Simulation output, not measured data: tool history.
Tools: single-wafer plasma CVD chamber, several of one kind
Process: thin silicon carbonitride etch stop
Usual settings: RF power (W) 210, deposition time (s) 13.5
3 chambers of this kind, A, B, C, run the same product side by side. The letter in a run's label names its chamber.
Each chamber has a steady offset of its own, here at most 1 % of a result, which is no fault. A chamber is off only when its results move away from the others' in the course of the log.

| run | hour | RF power (W) | deposition time (s) | read-back reference wafer on the same gauge, thickness_nm | mean film thickness on the monitor wafer (angstrom) |
|---|---|---|---|---|---|
| 1C | 7.7 | 210 | 13.5 | 7.8392 | 77.565 |
| 2B | 13.9 | 210 | 13.5 | 7.8404 | 78.263 |
| 3A | 22.6 | 210 | 13.5 | 7.8432 | 77.879 |
| 4B | 28.8 | 210 | 13.5 | 7.8427 | 78.764 |
|  | 36.5 | chamber B: RF generator calibrated |
| 5C | 36.7 | 210 | 13.5 | 7.838 | 77.633 |
| 6A | 45.2 | 210 | 13.5 | 7.8424 | 77.59 |
| 7B | 51 | 210 | 11.2 | 7.8385 | 64.997 |
| 8A | 58.3 | 210 | 11.2 | 7.8392 | 64.509 |
| 9C | 66.4 | 210 | 11.2 | 7.8393 | 64.267 |
| 10A | 72.9 | 210 | 13.5 | 7.8344 | 77.261 |
| 11B | 80.4 | 210 | 13.5 | 7.8429 | 77.989 |
| 12C | 88.6 | 210 | 13.5 | 7.8414 | 77.544 |
| 13A | 95 | 210 | 13.5 | 7.8437 | 78.043 |
| 14B | 101.8 | 210 | 13.5 | 7.8485 | 78.377 |
| 15C | 106.9 | 210 | 13.5 | 7.8389 | 77.374 |
| 16B | 114.9 | 210 | 13.5 | 7.8376 | 78.962 |
| 17A | 120.4 | 240 | 13.5 | 7.8403 | 80.523 |
| 18C | 129.5 | 240 | 13.5 | 7.844 | 80.817 |
| 19A | 138.4 | 240 | 13.5 | 7.8453 | 80.679 |
| 20B | 144.2 | 210 | 13.5 | 7.8374 | 78.56 |
| 21C | 151.3 | 210 | 13.5 | 7.841 | 77.804 |
| 22A | 157.9 | 190 | 10.9 | 7.8345 | 60.586 |
| 23B | 166.3 | 190 | 10.9 | 7.8362 | 61.226 |
| 24C | 172.5 | 190 | 10.9 | 7.8401 | 60.662 |
| 25B | 178.4 | 210 | 13.5 | 7.8406 | 78.597 |
| 26C | 184.8 | 245 | 14.3 | 7.8362 | 85.745 |
| 27A | 191.4 | 245 | 14.3 | 7.8435 | 86.046 |
| 28B | 200 | 245 | 14.3 | 7.8415 | 87.073 |
| 29A | 207.6 | 245 | 11.3 | 7.8375 | 67.738 |
| 30C | 216.7 | 245 | 11.3 | 7.838 | 67.915 |
| 31A | 221.1 | 245 | 11.3 | 7.8436 | 68.014 |
| 32C | 230.6 | 210 | 13.5 | 7.8324 | 77.357 |
| 33B | 236.3 | 210 | 13.5 | 7.833 | 78.51 |

Is one chamber off against the others, does the gauge drift, or is nothing wrong? If a chamber is off, say which, and what the likeliest cause is.

No chamber stands off beyond its own small offset, and the gauge holds steady.

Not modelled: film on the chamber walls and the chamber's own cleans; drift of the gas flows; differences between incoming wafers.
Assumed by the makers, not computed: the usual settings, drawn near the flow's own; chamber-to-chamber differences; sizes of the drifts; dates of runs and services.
